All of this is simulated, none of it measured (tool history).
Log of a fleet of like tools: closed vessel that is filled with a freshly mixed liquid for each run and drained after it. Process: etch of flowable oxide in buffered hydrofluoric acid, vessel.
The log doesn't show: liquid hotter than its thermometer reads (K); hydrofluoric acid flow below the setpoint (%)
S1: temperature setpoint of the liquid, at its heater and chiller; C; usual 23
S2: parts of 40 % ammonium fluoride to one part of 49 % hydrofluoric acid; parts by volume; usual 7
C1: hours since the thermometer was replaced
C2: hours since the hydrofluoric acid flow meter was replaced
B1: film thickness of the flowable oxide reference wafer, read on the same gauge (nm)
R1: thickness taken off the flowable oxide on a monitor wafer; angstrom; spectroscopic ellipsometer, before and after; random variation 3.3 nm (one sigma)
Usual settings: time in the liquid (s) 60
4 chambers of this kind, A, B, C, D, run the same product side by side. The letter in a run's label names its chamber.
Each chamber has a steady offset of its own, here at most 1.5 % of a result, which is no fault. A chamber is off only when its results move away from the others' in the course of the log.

run 1C hour=9.0 | S1=23 S2=7 time_in_the_liquid_(s)=60 | C1=607.4 C2=276.7 | B1=60.037 | R1=3495.1
run 2B hour=16.6 | S1=23 S2=7 time_in_the_liquid_(s)=60 | C1=572.4 C2=1759.8 | B1=59.975 | R1=3479.1
run 3A hour=24.9 | S1=23 S2=7 time_in_the_liquid_(s)=60 | C1=1557.9 C2=592.5 | B1=59.999 | R1=3547.1
run 4D hour=34.5 | S1=23 S2=7 time_in_the_liquid_(s)=60 | C1=1228.0 C2=529.0 | B1=59.992 | R1=3521.1
run 5A hour=42.4 | S1=23 S2=7 time_in_the_liquid_(s)=60 | C1=1575.4 C2=610.0 | B1=60.018 | R1=3481.9
run 6B hour=53.0 | S1=23 S2=7 time_in_the_liquid_(s)=60 | C1=608.8 C2=1796.2 | B1=59.997 | R1=3421.2
run 7D hour=63.0 | S1=23 S2=7 time_in_the_liquid_(s)=60 | C1=1256.5 C2=557.5 | B1=59.999 | R1=3509.0
run 8C hour=72.8 | S1=23 S2=7 time_in_the_liquid_(s)=60 | C1=671.2 C2=340.5 | B1=59.997 | R1=3518.3
run 9B hour=82.7 | S1=23 S2=7 time_in_the_liquid_(s)=60 | C1=638.5 C2=1825.9 | B1=59.998 | R1=3492.2
run 10C hour=88.6 | S1=23 S2=7 time_in_the_liquid_(s)=60 | C1=687.0 C2=356.3 | B1=59.999 | R1=3503.9
run 11A hour=98.5 | S1=23 S2=7 time_in_the_liquid_(s)=75 | C1=1631.5 C2=666.1 | B1=60.041 | R1=4375.5
run 12D hour=108.9 | S1=23 S2=7 time_in_the_liquid_(s)=75 | C1=1302.4 C2=603.4 | B1=60.007 | R1=4379.4
-- hour=112.2 chamber B: hydrofluoric acid flow meter replaced
run 13C hour=115.7 | S1=23 S2=7 time_in_the_liquid_(s)=75 | C1=714.1 C2=383.4 | B1=60.032 | R1=4478.0
run 14D hour=127.4 | S1=23 S2=7 time_in_the_liquid_(s)=75 | C1=1320.9 C2=621.9 | B1=60.004 | R1=4381.4
run 15B hour=134.2 | S1=23 S2=7 time_in_the_liquid_(s)=60 | C1=690.0 C2=22.0 | B1=59.978 | R1=3541.5
run 16A hour=146.8 | S1=23 S2=7 time_in_the_liquid_(s)=60 | C1=1679.8 C2=714.4 | B1=59.997 | R1=3549.7
run 17A hour=153.6 | S1=23 S2=7 time_in_the_liquid_(s)=60 | C1=1686.6 C2=721.2 | B1=59.990 | R1=3522.7
run 18B hour=163.0 | S1=23 S2=7 time_in_the_liquid_(s)=60 | C1=718.8 C2=50.8 | B1=60.039 | R1=3664.6
run 19D hour=169.9 | S1=23 S2=5 time_in_the_liquid_(s)=60 | C1=1363.4 C2=664.4 | B1=59.985 | R1=4784.5
run 20C hour=177.8 | S1=23 S2=5 time_in_the_liquid_(s)=60 | C1=776.2 C2=445.5 | B1=60.031 | R1=4595.0
run 21C hour=189.3 | S1=23 S2=5 time_in_the_liquid_(s)=60 | C1=787.7 C2=457.0 | B1=59.998 | R1=4647.4
run 22A hour=198.1 | S1=23 S2=5 time_in_the_liquid_(s)=60 | C1=1731.1 C2=765.7 | B1=60.005 | R1=4700.8
run 23D hour=207.7 | S1=23 S2=7 time_in_the_liquid_(s)=60 | C1=1401.2 C2=702.2 | B1=59.989 | R1=3508.1
run 24B hour=217.5 | S1=23 S2=7 time_in_the_liquid_(s)=60 | C1=773.3 C2=105.3 | B1=60.015 | R1=3669.3
run 25D hour=228.2 | S1=23 S2=7 time_in_the_liquid_(s)=60 | C1=1421.7 C2=722.7 | B1=60.024 | R1=3567.3
run 26A hour=238.0 | S1=23 S2=7 time_in_the_liquid_(s)=60 | C1=1771.0 C2=805.6 | B1=60.030 | R1=3534.5
run 27C hour=244.9 | S1=19 S2=5 time_in_the_liquid_(s)=60 | C1=843.3 C2=512.6 | B1=60.003 | R1=3785.3
run 28B hour=251.4 | S1=19 S2=5 time_in_the_liquid_(s)=60 | C1=807.2 C2=139.2 | B1=59.994 | R1=4054.7
run 29D hour=260.0 | S1=19 S2=5 time_in_the_liquid_(s)=60 | C1=1453.5 C2=754.5 | B1=59.996 | R1=3817.7
run 30A hour=272.3 | S1=19 S2=5 time_in_the_liquid_(s)=60 | C1=1805.3 C2=839.9 | B1=60.013 | R1=3774.2
run 31B hour=283.2 | S1=23 S2=7 time_in_the_liquid_(s)=60 | C1=839.0 C2=171.0 | B1=59.971 | R1=3947.9
run 32C hour=293.0 | S1=23 S2=7 time_in_the_liquid_(s)=60 | C1=891.4 C2=560.7 | B1=60.014 | R1=3538.4
run 33B hour=303.1 | S1=23 S2=7 time_in_the_liquid_(s)=60 | C1=858.9 C2=190.9 | B1=60.038 | R1=3946.3
run 34A hour=314.8 | S1=23 S2=7 time_in_the_liquid_(s)=60 | C1=1847.8 C2=882.4 | B1=60.026 | R1=3484.6

Is one chamber off against the others, does the gauge drift, or is nothing wrong? If a chamber is off, say which, and what the likeliest cause is.

Chamber B drifts away from the others.
Cause: liquid hotter than its thermometer reads (K) = 2.46.

Here are 4 candidates for chamber B's next run, each the usual settings with a change, their results left as question marks. Which one brings its results back in line with what the others give on the usual settings?
In line means no further than this from the other chambers' mean on the usual settings: R1 110.0 angstrom
run 35B-1 hour=324.5 | S1=22.0 S2=7.0 time_in_the_liquid_(s)=60 | R1=?
run 35B-2 hour=324.5 | S1=24.0 S2=6.5 time_in_the_liquid_(s)=60 | R1=?
run 35B-3 hour=324.5 | S1=24.0 S2=7.0 time_in_the_liquid_(s)=60 | R1=?
run 35B-4 hour=324.5 | S1=22.5 S2=7.0 time_in_the_liquid_(s)=55 | R1=?

The other chambers' mean on the usual settings: R1 3524.8 angstrom
run=35B-1 R1=3782.9
run=35B-2 R1=4482.5
run=35B-3 R1=4206.9
run=35B-4 R1=3561.0
35B-4 brings the chamber back in line.
